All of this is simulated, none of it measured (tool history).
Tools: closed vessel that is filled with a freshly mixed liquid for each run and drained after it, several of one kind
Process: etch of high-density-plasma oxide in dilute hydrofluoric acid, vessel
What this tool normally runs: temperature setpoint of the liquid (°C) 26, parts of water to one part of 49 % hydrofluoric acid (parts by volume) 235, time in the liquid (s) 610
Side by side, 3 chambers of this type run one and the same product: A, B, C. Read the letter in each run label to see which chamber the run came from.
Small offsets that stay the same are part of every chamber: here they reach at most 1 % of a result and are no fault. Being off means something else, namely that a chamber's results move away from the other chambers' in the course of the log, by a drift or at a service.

run,hour,temperature setpoint of the liquid (°C),parts of water to one part of 49 % hydrofluoric acid (parts by volume),time in the liquid (s),hours since the thermometer was replaced,hours since the hydrofluoric acid flow meter was replaced,"read-back film thickness of the high-density-plasma oxide reference wafer, read on the same gauge (nm)",thickness taken off the high-density-plasma oxide on a monitor wafer (nm)
1B,12.7,26,235,610,748.4,37.9,89.987,12.445
2C,20.4,26,235,610,1026.9,1064.2,89.997,12.167
# hour 20.9: chamber A: thermometer replaced
3A,30.7,26,235,610,9.9,244,90.022,12.312
4C,44.2,26,235,610,1050.7,1088,89.998,12.243
5B,55.7,28.5,235,885,791.4,80.9,90.026,19.321
6A,65.2,28.5,235,885,44.4,278.5,90.008,19.467
7B,72.8,28.5,235,885,808.5,98,90.011,19.432
8A,79.5,26,235,610,58.7,292.8,89.989,12.221
9C,93.4,26,235,610,1099.9,1137.2,89.996,12.136
10C,105.5,26,235,610,1112,1149.3,90.024,12.239
# hour 107.1: chamber C: hydrofluoric acid flow meter replaced
11B,119.1,26,235,610,854.8,144.3,89.997,12.332
12A,128.2,26,235,610,107.4,341.5,89.99,12.381
13C,135.6,26,235,610,1142.1,28.6,90.016,12.088
14A,146.9,26,235,610,126.1,360.2,90.025,12.259
15B,160.9,26,235,610,896.6,186.1,89.985,12.12
16B,170.1,30,290,610,905.8,195.3,90.009,10.558
# hour 173.7: chamber C: thermometer replaced
17C,180.9,30,290,610,7.3,73.9,90.045,10.612
18A,190,30,290,610,169.2,403.3,89.981,10.688
19C,201.9,26,120,610,28.3,94.9,90.032,27.454
20A,216.1,26,120,610,195.3,429.4,89.996,27.416
21B,224,26,120,610,959.7,249.2,90.003,26.734
22B,232.9,26,235,610,968.6,258.1,90.02,12.02
23A,244.1,26,235,610,223.3,457.4,90.007,12.127
24C,255.7,26,235,610,82.1,148.7,90.004,12.15
25C,268.5,26,235,610,94.9,161.5,90,12.188
26A,279.7,26,235,610,258.9,493,89.983,12.378

For the next run the whole fleet of 3 chambers uses the same settings. Give each chamber's results:
27A,290.4,26,235,610,,,,?
27B,290.4,26,235,610,,,,?
27C,290.4,26,235,610,,,,?

run,thickness taken off the high-density-plasma oxide on a monitor wafer (nm)
27A,12.226
27B,11.823
27C,12.11
